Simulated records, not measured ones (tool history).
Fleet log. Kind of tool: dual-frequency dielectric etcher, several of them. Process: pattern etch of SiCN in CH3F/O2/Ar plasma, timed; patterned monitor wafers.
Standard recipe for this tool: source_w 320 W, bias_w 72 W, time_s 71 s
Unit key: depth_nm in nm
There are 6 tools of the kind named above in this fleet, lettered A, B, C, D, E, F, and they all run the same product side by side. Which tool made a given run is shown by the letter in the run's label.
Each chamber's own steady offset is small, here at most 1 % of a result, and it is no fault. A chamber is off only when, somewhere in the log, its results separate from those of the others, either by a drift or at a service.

run,hour,source_w,bias_w,time_s,"read-back reference wafer on the same gauge, depth_nm",depth_nm
1A,2.5,320,72,71,21.709,24.769
2D,6.9,320,72,71,21.691,24.490
3F,10.0,320,72,71,21.700,24.714
4C,13.2,320,72,71,21.698,24.445
# hour 17.9: chamber D: wet clean of the chamber
5E,18.2,320,72,71,21.692,24.360
6B,22.8,350,72,71,21.698,25.267
7B,26.7,350,72,71,21.690,25.315
8F,30.1,350,72,71,21.712,25.473
9D,32.5,350,72,71,21.700,25.402
10A,35.0,350,72,71,21.705,25.614
11C,38.7,350,72,71,21.694,25.253
12E,42.6,320,72,71,21.697,24.304
13F,46.2,320,72,71,21.702,24.620
14A,51.2,320,72,71,21.697,24.635
15B,54.7,320,72,71,21.699,24.512
16C,59.1,320,72,71,21.682,24.445
17D,62.0,320,72,71,21.710,24.539
18E,66.5,320,72,71,21.717,24.306
19D,69.3,320,72,71,21.694,24.528
20E,73.6,320,72,71,21.712,24.340
21F,77.9,320,72,71,21.699,24.674
22A,82.7,320,72,71,21.693,24.754
23C,87.9,320,72,71,21.703,24.430
24B,91.8,320,72,71,21.701,24.451
25E,96.7,320,72,71,21.697,24.324
26F,99.5,320,72,71,21.698,24.679
27C,103.3,320,72,71,21.722,24.460
28D,107.5,320,72,71,21.706,24.634
29A,110.9,320,72,71,21.697,24.635
30B,113.6,320,72,71,21.693,24.579
31B,118.9,320,72,71,21.706,24.509
32F,123.7,320,72,71,21.693,24.515
33E,126.1,320,72,71,21.699,24.259
34D,131.0,320,61,71,21.713,23.218
35A,135.1,320,61,71,21.694,23.331
36C,139.0,320,61,71,21.692,23.075
37D,142.4,320,61,71,21.698,23.261
38F,146.3,320,61,71,21.702,23.217
39E,151.1,320,61,71,21.702,22.878
40A,156.2,340,79,71,21.697,26.227
41C,161.3,340,79,71,21.693,25.986
42B,163.9,340,79,71,21.700,25.993
43B,167.7,340,79,71,21.712,25.979
44A,171.9,340,79,71,21.706,26.186

Read the log: is a single chamber off, either drifting away or since a service, is the gauge that measures every chamber drifting, or is nothing wrong beyond small per-chamber offsets? Name any odd chamber and what most likely caused it.

Neither any chamber nor the gauge drifts; the chambers differ only by their own small, steady offsets.

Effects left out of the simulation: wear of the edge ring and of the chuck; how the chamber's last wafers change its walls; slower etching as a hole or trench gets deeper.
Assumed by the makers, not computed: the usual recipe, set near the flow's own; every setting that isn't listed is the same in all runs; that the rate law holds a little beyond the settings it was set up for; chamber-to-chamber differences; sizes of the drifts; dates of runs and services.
